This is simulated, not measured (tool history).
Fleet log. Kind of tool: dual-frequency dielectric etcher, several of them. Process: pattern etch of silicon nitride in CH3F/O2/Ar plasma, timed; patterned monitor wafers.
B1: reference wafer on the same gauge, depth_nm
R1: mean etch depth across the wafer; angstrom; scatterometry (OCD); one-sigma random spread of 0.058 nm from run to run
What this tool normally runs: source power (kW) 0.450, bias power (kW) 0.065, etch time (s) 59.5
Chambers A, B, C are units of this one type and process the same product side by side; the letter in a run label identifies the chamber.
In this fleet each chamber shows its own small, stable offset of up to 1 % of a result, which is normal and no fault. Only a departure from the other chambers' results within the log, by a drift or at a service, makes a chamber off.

run 1C hour=7.6 | source_power_(kW)=0.450 bias_power_(kW)=0.065 etch_time_(s)=59.5 | B1=39.695 | R1=421.77
run 2A hour=14.7 | source_power_(kW)=0.450 bias_power_(kW)=0.065 etch_time_(s)=59.5 | B1=39.717 | R1=420.67
run 3B hour=19.7 | source_power_(kW)=0.450 bias_power_(kW)=0.065 etch_time_(s)=59.5 | B1=39.729 | R1=424.98
run 4C hour=25.9 | source_power_(kW)=0.450 bias_power_(kW)=0.065 etch_time_(s)=59.5 | B1=39.745 | R1=421.69
run 5B hour=32.6 | source_power_(kW)=0.450 bias_power_(kW)=0.065 etch_time_(s)=59.5 | B1=39.739 | R1=424.04
run 6A hour=40.2 | source_power_(kW)=0.450 bias_power_(kW)=0.065 etch_time_(s)=59.5 | B1=39.767 | R1=421.86
run 7C hour=45.5 | source_power_(kW)=0.450 bias_power_(kW)=0.065 etch_time_(s)=59.5 | B1=39.776 | R1=421.32
run 8B hour=51.8 | source_power_(kW)=0.450 bias_power_(kW)=0.065 etch_time_(s)=59.5 | B1=39.780 | R1=425.38
run 9A hour=58.4 | source_power_(kW)=0.450 bias_power_(kW)=0.073 etch_time_(s)=59.5 | B1=39.793 | R1=439.09
run 10A hour=64.3 | source_power_(kW)=0.450 bias_power_(kW)=0.073 etch_time_(s)=59.5 | B1=39.792 | R1=438.51
run 11C hour=71.1 | source_power_(kW)=0.450 bias_power_(kW)=0.073 etch_time_(s)=59.5 | B1=39.801 | R1=438.97
run 12B hour=76.9 | source_power_(kW)=0.450 bias_power_(kW)=0.065 etch_time_(s)=59.5 | B1=39.825 | R1=425.94
run 13C hour=80.7 | source_power_(kW)=0.450 bias_power_(kW)=0.065 etch_time_(s)=59.5 | B1=39.824 | R1=423.11
run 14B hour=84.2 | source_power_(kW)=0.450 bias_power_(kW)=0.065 etch_time_(s)=59.5 | B1=39.817 | R1=426.50
run 15A hour=87.9 | source_power_(kW)=0.450 bias_power_(kW)=0.065 etch_time_(s)=59.5 | B1=39.848 | R1=421.50
run 16C hour=92.7 | source_power_(kW)=0.450 bias_power_(kW)=0.065 etch_time_(s)=59.5 | B1=39.850 | R1=422.69
run 17A hour=96.4 | source_power_(kW)=0.450 bias_power_(kW)=0.065 etch_time_(s)=59.5 | B1=39.853 | R1=422.20
-- hour=99.7 chamber A: wet clean of the chamber
run 18B hour=101.3 | source_power_(kW)=0.450 bias_power_(kW)=0.065 etch_time_(s)=59.5 | B1=39.859 | R1=425.59
run 19A hour=107.5 | source_power_(kW)=0.450 bias_power_(kW)=0.065 etch_time_(s)=59.5 | B1=39.860 | R1=423.02
run 20B hour=112.7 | source_power_(kW)=0.450 bias_power_(kW)=0.081 etch_time_(s)=59.5 | B1=39.878 | R1=459.40
run 21C hour=117.2 | source_power_(kW)=0.450 bias_power_(kW)=0.081 etch_time_(s)=59.5 | B1=39.879 | R1=456.34
run 22C hour=121.2 | source_power_(kW)=0.450 bias_power_(kW)=0.081 etch_time_(s)=59.5 | B1=39.879 | R1=455.39
run 23B hour=127.4 | source_power_(kW)=0.450 bias_power_(kW)=0.065 etch_time_(s)=59.5 | B1=39.898 | R1=427.55
run 24A hour=132.6 | source_power_(kW)=0.450 bias_power_(kW)=0.065 etch_time_(s)=59.5 | B1=39.913 | R1=423.83
run 25C hour=138.6 | source_power_(kW)=0.450 bias_power_(kW)=0.065 etch_time_(s)=59.5 | B1=39.904 | R1=423.44
run 26A hour=143.6 | source_power_(kW)=0.450 bias_power_(kW)=0.065 etch_time_(s)=59.5 | B1=39.920 | R1=424.00

Which is it: a chamber that has drifted or been left off by a service, a gauge drift common to all chambers, or only each chamber's usual small offset? If a chamber is off, name it and its likeliest cause.

None of the chambers is off. What moves is the gauge, dragging all their readings along together.
Likeliest cause: gauge reads high (%) = 0.57.
